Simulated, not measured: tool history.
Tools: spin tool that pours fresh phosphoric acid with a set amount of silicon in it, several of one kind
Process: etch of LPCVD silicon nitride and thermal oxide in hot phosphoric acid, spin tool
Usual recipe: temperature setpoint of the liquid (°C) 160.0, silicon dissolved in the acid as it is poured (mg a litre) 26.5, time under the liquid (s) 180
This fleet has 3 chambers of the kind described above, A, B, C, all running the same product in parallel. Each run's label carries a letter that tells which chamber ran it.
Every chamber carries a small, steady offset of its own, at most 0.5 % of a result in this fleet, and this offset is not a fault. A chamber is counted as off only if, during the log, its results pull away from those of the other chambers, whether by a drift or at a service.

run	day	temperature setpoint of the liquid (°C)	silicon dissolved in the acid as it is poured (mg a litre)	time under the liquid (s)	read-back film thickness of the LPCVD silicon nitride reference wafer, read on the same gauge (nm)	read-back film thickness of the thermal oxide reference wafer, read on the same gauge (nm)	thickness taken off the LPCVD silicon nitride on a monitor wafer (nm)	thickness taken off the thermal oxide on a monitor wafer (nm)
1B	0.283	160.0	26.5	180	30.049	80.044	15.7620	0.28498
2C	0.538	160.0	26.5	180	30.027	79.995	15.9100	0.24288
3A	0.858	160.0	26.5	180	30.029	79.992	15.8600	0.27258
4B	1.079	160.0	26.5	180	29.958	79.978	15.7760	0.25895
5C	1.375	160.0	26.5	180	30.040	79.995	16.0610	0.25724
6A	1.579	160.0	26.5	180	29.999	79.935	15.8420	0.22879
7B	1.875	160.0	26.5	180	30.024	80.012	15.8970	0.27403
8C	2.125	160.0	26.5	180	30.009	79.989	15.9420	0.21112
9A	2.375	160.0	26.5	180	29.983	79.983	15.9510	0.23277
10C	2.629	160.0	26.5	180	30.022	80.025	15.8050	0.29538
11A	2.946	160.0	26.5	180	30.007	79.990	15.7920	0.25275
12B	3.242	160.0	26.5	265	29.985	79.959	23.9130	0.35756
13B	3.521	160.0	26.5	265	30.015	79.995	23.7720	0.38222
14A	3.738	160.0	26.5	265	29.965	79.998	23.0860	0.38033
15C	3.962	160.0	26.5	180	29.973	80.020	15.9150	0.31386
16C	4.279	160.0	36.5	140	30.007	80.004	12.4490	0.13417
17A	4.604	160.0	36.5	140	29.967	79.990	12.2450	0.15350
18B	4.767	160.0	36.5	140	29.953	79.968	12.8450	0.12491
19C	5.088	160.0	26.5	180	29.994	79.985	16.0580	0.29886
20B	5.388	160.0	26.5	180	30.016	79.993	16.5620	0.20881
21A	5.604	160.0	26.5	100	29.979	80.023	8.7700	0.15524
22A	5.796	160.0	26.5	100	30.031	80.015	8.9097	0.12534
23C	6.050	160.0	26.5	100	30.017	80.013	8.9388	0.14878
24B	6.288	160.0	26.5	180	29.967	80.000	16.6780	0.22894
25A	6.571	160.0	26.5	180	29.991	80.016	16.0140	0.25886
26B	6.746	160.0	26.5	180	29.996	80.045	16.9010	0.26938
# day 6.800: chamber C: dissolved silicon flow meter replaced
27C	6.921	160.0	26.5	180	29.992	79.992	15.8920	0.27398
28B	7.233	162.5	26.5	220	29.999	80.004	22.5510	0.37903
29A	7.396	162.5	26.5	220	30.014	79.984	20.9090	0.33049
30C	7.679	162.5	26.5	220	30.048	79.997	21.3330	0.32432
31C	8.004	160.0	26.5	125	29.957	79.960	11.1090	0.20836
32A	8.271	160.0	26.5	125	29.986	80.026	11.0140	0.18201
33B	8.588	160.0	26.5	125	29.982	80.067	11.9230	0.25103

Next, all 3 chambers run the settings below, one line each with question marks for the results. What does each chamber give?
34A	8.821	160.0	26.5	180			?	?
34B	8.821	160.0	26.5	180			?	?
34C	8.821	160.0	26.5	180			?	?

run	thickness taken off the LPCVD silicon nitride on a monitor wafer (nm)	thickness taken off the thermal oxide on a monitor wafer (nm)
34A	15.7080	0.26103
34B	17.1890	0.31583
34C	16.0450	0.29562
